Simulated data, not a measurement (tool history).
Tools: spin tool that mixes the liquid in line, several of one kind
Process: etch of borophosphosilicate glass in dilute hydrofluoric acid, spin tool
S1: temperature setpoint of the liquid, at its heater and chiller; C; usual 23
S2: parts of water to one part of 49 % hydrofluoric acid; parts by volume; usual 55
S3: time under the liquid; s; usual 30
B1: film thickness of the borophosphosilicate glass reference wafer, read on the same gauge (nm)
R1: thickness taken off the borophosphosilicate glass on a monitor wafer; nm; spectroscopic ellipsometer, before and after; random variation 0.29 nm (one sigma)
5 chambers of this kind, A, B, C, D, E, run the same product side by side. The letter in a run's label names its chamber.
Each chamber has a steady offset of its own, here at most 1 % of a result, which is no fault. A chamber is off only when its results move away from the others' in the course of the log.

run   hour  S1  S2  S3      B1      R1
 1C    2.2  23  55  30  49.991  33.667
 2E    6.3  23  55  30   49.97  33.001
 3D    8.4  23  55  30  49.986  33.501
 4A   12.3  23  55  30  50.025  33.208
 5B   16.7  23  55  30  49.986   33.58
 6E   19.9  23  55  30  50.003  33.023
 7B   24.1  23  55  30  50.008  33.798
      24.3  -- chamber C: hydrofluoric acid flow meter replaced
 8D   27.9  23  75  15  50.007      12
 9A   31.6  23  75  15  49.996  11.957
10C     35  23  75  15  50.009   11.94
11B   38.8  23  75  15      50  11.935
12C   40.9  23  75  15  50.026  12.102
13D   44.8  23  55  30  49.996  33.491
14E   47.1  23  55  30  50.025  33.454
15A   49.3  23  55  50  49.983  55.725
16E   51.4  23  55  50  50.013  56.191
17A   54.5  23  55  50  50.001  55.604
18D   58.3  23  55  50  49.987  55.398
19C   60.8  23  55  50  49.978  55.871
20B     64  23  55  30  50.029  33.265
21C   67.9  23  55  30  50.005  33.657
22B   71.7  23  55  30  49.994   33.29
23E   75.5  23  55  30  49.995  33.492
24A   78.7  23  55  30  50.016  33.281
25D   80.9  23  55  30  49.984  33.326
26A   84.1  23  55  30  49.989  33.705
27C   86.3  23  55  15   49.98  16.983
28B   88.6  23  55  15   49.97  16.895
29D   92.9  23  55  15   49.97  17.017
30E   95.1  23  55  15  50.005  16.461
31E   98.6  23  55  15  49.988  16.526
32B  102.1  23  55  30  50.004  33.802
33D  105.1  23  55  30  50.003  33.714
34C  108.3  23  55  30  49.998  33.635
35A  112.5  23  55  30  49.989   33.61
36A  116.1  23  55  30  50.054  33.075
37C  118.3  23  55  30  49.982  33.782
38B  122.8  23  55  15  50.001   16.48
39D  125.8  23  55  15  50.032  16.472
40E  128.7  23  55  15  49.969  16.766
41B  132.4  23  55  15   50.03  16.817
42A  135.8  23  55  15  50.002  16.885
43E  139.7  23  55  30  49.989  33.701
44C  141.7  26  45  30  50.021  46.843

What goes on in this fleet: one chamber off, a drifting gauge, or nothing beyond the chambers' own small offsets? Name the chamber and the cause, if any.

No chamber stands off beyond its own small offset, and the gauge holds steady.
